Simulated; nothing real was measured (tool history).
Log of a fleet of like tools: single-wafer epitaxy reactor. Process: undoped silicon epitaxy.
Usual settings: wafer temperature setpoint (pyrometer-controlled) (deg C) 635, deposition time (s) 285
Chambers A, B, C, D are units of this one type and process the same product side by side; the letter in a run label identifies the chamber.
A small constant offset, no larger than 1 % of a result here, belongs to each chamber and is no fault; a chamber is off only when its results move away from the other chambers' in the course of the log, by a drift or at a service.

run   hour  wafer temperature setpoint (pyrometer-controlled) (deg C)  deposition time (s)  read-back reference wafer on the same gauge, thickness_nm  mean film thickness on the monitor wafer (nm)
 1B    5.7                                                        635                  285                                                     29.796                                         34.588
 2A    9.5                                                        635                  285                                                     29.798                                         34.292
 3D   12.3                                                        635                  285                                                     29.756                                         34.701
 4C   16.1                                                        635                  285                                                     29.771                                         34.527
 5B   19.9                                                        635                  285                                                     29.812                                         34.038
 6A   24.6                                                        635                  285                                                     29.845                                         34.462
 7D   27.6                                                        635                  285                                                     29.790                                         34.673
 8C   33.5                                                        635                  285                                                     29.807                                         34.136
 9D   36.4                                                        635                  285                                                     29.792                                         34.487
10A   39.4                                                        635                  285                                                     29.835                                         34.617
11B   44.0                                                        635                  285                                                     29.793                                         34.748
12C   48.8                                                        635                  285                                                     29.848                                         34.478
13C   53.2                                                        635                  325                                                     29.810                                         39.118
14B   57.1                                                        635                  325                                                     29.790                                         39.128
15A   60.9                                                        635                  325                                                     29.823                                         39.971
16D   63.9                                                        635                  325                                                     29.768                                         39.351
17B   69.3                                                        635                  285                                                     29.799                                         34.359
18C   74.8                                                        635                  311                                                     29.738                                         37.713
19A   81.0                                                        635                  311                                                     29.767                                         38.207
20D   85.2                                                        635                  311                                                     29.840                                         37.605
21B   90.2                                                        635                  311                                                     29.811                                         37.386
22C   95.2                                                        643                  285                                                     29.810                                         41.375
23A  100.6                                                        643                  285                                                     29.832                                         42.250
24D  104.3                                                        643                  285                                                     29.850                                         41.143
25B  107.8                                                        643                  285                                                     29.758                                         41.258
26C  111.7                                                        635                  285                                                     29.810                                         34.376
27D  116.2                                                        635                  257                                                     29.812                                         31.098
28A  120.6                                                        635                  257                                                     29.780                                         32.030
29C  125.1                                                        635                  257                                                     29.801                                         30.858
30B  127.9                                                        635                  257                                                     29.814                                         31.168
31D  132.9                                                        635                  285                                                     29.820                                         34.257
32A  135.8                                                        635                  285                                                     29.819                                         35.899
33C  139.3                                                        635                  285                                                     29.774                                         34.142
34D  143.9                                                        635                  285                                                     29.816                                         34.290
35A  146.8                                                        635                  285                                                     29.808                                         36.015
36B  151.6                                                        635                  285                                                     29.821                                         34.090
37A  155.5                                                        635                  285                                                     29.794                                         36.334

Is one chamber off against the others, does the gauge drift, or is nothing wrong? If a chamber is off, say which, and what the likeliest cause is.

Little by little, chamber A moves away from the other chambers.
What lies behind it: wafer temperature above the value expected at the setpoint (K) = 1.89.

Which of the 4 candidates below, each the usual settings with something changed and its results left as question marks, puts chamber A back in line with what the other chambers give on the usual settings?
Maximum distance from the other chambers' mean on the usual settings for a result to count as in line: mean film thickness on the monitor wafer (nm) 0.640
38A-1  160.1                                                        635                  299                                                                                                         ?
38A-2  160.1                                                        633                  285                                                                                                         ?
38A-3  160.1                                                        635                  281                                                                                                         ?
38A-4  160.1                                                        635                  289                                                                                                         ?

Usual-settings mean across the other chambers: mean film thickness on the monitor wafer (nm) 34.413
  run  mean film thickness on the monitor wafer (nm)
38A-1                                         37.790
38A-2                                         34.426
38A-3                                         35.515
38A-4                                         36.526
With 38A-2, the chamber falls back in line with the rest.
